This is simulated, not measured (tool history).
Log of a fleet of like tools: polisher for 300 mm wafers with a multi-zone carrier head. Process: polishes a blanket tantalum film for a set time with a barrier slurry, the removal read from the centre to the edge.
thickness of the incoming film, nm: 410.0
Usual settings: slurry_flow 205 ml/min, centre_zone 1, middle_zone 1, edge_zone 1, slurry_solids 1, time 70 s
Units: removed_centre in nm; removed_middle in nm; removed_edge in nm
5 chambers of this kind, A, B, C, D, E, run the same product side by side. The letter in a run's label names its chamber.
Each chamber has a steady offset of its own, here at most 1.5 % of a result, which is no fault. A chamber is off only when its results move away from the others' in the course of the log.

run   hour  slurry_flow  centre_zone  middle_zone  edge_zone  slurry_solids  time  removed_centre  removed_middle  removed_edge
         3  -- chamber C: worn pad replaced by a new one
       9.9  -- chamber A: worn pad replaced by a new one
 1C   13.5          205            1            1          1              1    70          84.538          82.657        83.683
 2B   24.7          205            1            1          1              1    70          83.476          82.061        84.965
      29.7  -- chamber C: centre zone pressure recalibrated
        30  -- chamber E: worn pad replaced by a new one
 3E   33.4          205            1            1          1              1    70          85.311          83.604        84.816
      37.6  -- chamber D: slurry nozzle cleaned
 4A   45.3          205            1            1          1              1    70          84.155          83.499        83.411
      55.3  -- chamber B: worn pad replaced by a new one
 5D   60.4          205            1         1.11       1.08              1    70          83.472          90.442        88.495
 6B   69.3          205            1         1.11       1.08              1    70          84.165          91.814        86.504
      71.7  -- chamber C: edge zone pressure recalibrated
      75.8  -- chamber D: worn pad replaced by a new one
 7E     77          205            1         1.11       1.08              1    70           84.39          92.467        89.315
      80.7  -- chamber E: slurry nozzle cleaned
      82.3  -- chamber C: worn pad replaced by a new one
 8A   89.2          205            1         1.11       1.08              1    70          83.912          92.479        85.623
 9D   96.4          205            1         1.11       1.08              1    70          84.285          92.081        87.881
10C  105.2          205            1            1          1              1    70          85.015          84.974         85.13
     106.3  -- chamber A: slurry nozzle cleaned
       109  -- chamber A: worn pad replaced by a new one
     110.9  -- chamber D: edge zone pressure recalibrated
11C  112.5          205            1            1          1              1    70          84.657          84.133        85.169
     121.7  -- chamber E: worn pad replaced by a new one
12A  125.7          205            1            1          1              1    70          85.362           83.78        83.065
13B  140.8          205         0.91            1          1           0.85    70          72.926           79.02        80.985
14E  155.4          205         0.91            1          1           0.85    70          73.316          80.185        80.727
     157.6  -- chamber B: worn pad replaced by a new one
15D  164.3          205         0.91            1          1           0.85    70          71.698          81.027        80.651
16B  173.1          205         0.91            1          1           0.85    70          71.479          79.769          80.2
     179.3  -- chamber D: worn pad replaced by a new one
17E  181.1          205         0.91            1          1           0.85    70          72.127          79.773        80.759
     181.4  -- chamber C: worn pad replaced by a new one
18D  192.8          205            1            1          1              1    70          84.879          84.427        85.409
     197.1  -- chamber B: slurry nozzle cleaned
     203.2  -- chamber A: worn pad replaced by a new one
19C  206.3          205            1            1          1              1    70          83.656          81.902        83.949
20A  213.3          205            1            1          1              1    70           84.23          84.926        83.329
     218.4  -- chamber E: worn pad replaced by a new one
21D  223.7          205         1.09            1          1              1    70          92.401          81.482        84.012
22C  232.3          205         1.09            1          1              1    70          92.372          83.412        83.702
23A  240.3          205         1.09            1          1              1    70          90.749          84.498        83.317
24E  248.8          205         1.09            1          1              1    70          93.967          84.465        84.303
     252.7  -- chamber B: worn pad replaced by a new one
25B  257.5          205         1.09            1          1              1    70          92.699          82.578        82.902
     261.6  -- chamber D: worn pad replaced by a new one
     268.2  -- chamber C: worn pad replaced by a new one
26C  269.9          205            1            1          1              1    70          82.242          80.953        83.135
27A  284.7          205            1            1          1              1    70          83.887          84.872        82.892
28D  299.7          205            1            1          1              1    70          83.745          83.905        84.841
     304.3  -- chamber A: worn pad replaced by a new one
     306.9  -- chamber B: centre zone pressure recalibrated
29B    312          205            1            1          1              1    70          84.691          83.955        84.272
     315.8  -- chamber E: worn pad replaced by a new one
30E  327.8          205            1            1          1              1    70          84.962          83.368        85.411
     341.2  -- chamber D: worn pad replaced by a new one
     341.7  -- chamber B: worn pad replaced by a new one
31C  342.7          205            1            1          1              1    70          81.956          77.943        80.996
32D  349.7          205            1            1          1              1    70          84.335          85.281        84.965
33E  365.1          160            1            1       1.11              1    70          81.647          80.422        85.992
     369.2  -- chamber C: worn pad replaced by a new one
34A  376.8          160            1            1       1.11              1    70          80.281          81.744        86.594
     389.1  -- chamber A: edge zone pressure recalibrated
35B  389.7          160            1            1       1.11              1    70          80.135          79.668        86.953
     390.3  -- chamber A: worn pad replaced by a new one
36A  401.2          160            1            1       1.11              1    70          80.143          80.254        85.285
37E  411.5          160            1            1       1.11              1    70          81.897          80.557        86.553
     421.8  -- chamber D: worn pad replaced by a new one
38B  422.9          205            1            1          1              1    70          83.221           82.93        84.894
39C  431.7          205            1            1          1              1    70          77.812          76.938        79.655
     433.4  -- chamber B: worn pad replaced by a new one
     436.8  -- chamber D: centre zone pressure recalibrated
40D  445.1          205            1            1          1              1    70           82.76          83.487        84.578
41B  458.4          150            1            1          1            1.1    70          81.044          81.001        83.337

All 5 chambers run these settings next. Forecast each chamber's results:
42A  469.8          205            1            1          1              1    70               ?               ?             ?
42B  469.8          205            1            1          1              1    70               ?               ?             ?
42C  469.8          205            1            1          1              1    70               ?               ?             ?
42D  469.8          205            1            1          1              1    70               ?               ?             ?
42E  469.8          205            1            1          1              1    70               ?               ?             ?

run  removed_centre  removed_middle  removed_edge
42A          81.519          84.868        82.604
42B          83.494          81.814        83.714
42C            75.4           76.55        77.669
42D          83.699          83.142        83.905
42E           85.21          83.205        83.541

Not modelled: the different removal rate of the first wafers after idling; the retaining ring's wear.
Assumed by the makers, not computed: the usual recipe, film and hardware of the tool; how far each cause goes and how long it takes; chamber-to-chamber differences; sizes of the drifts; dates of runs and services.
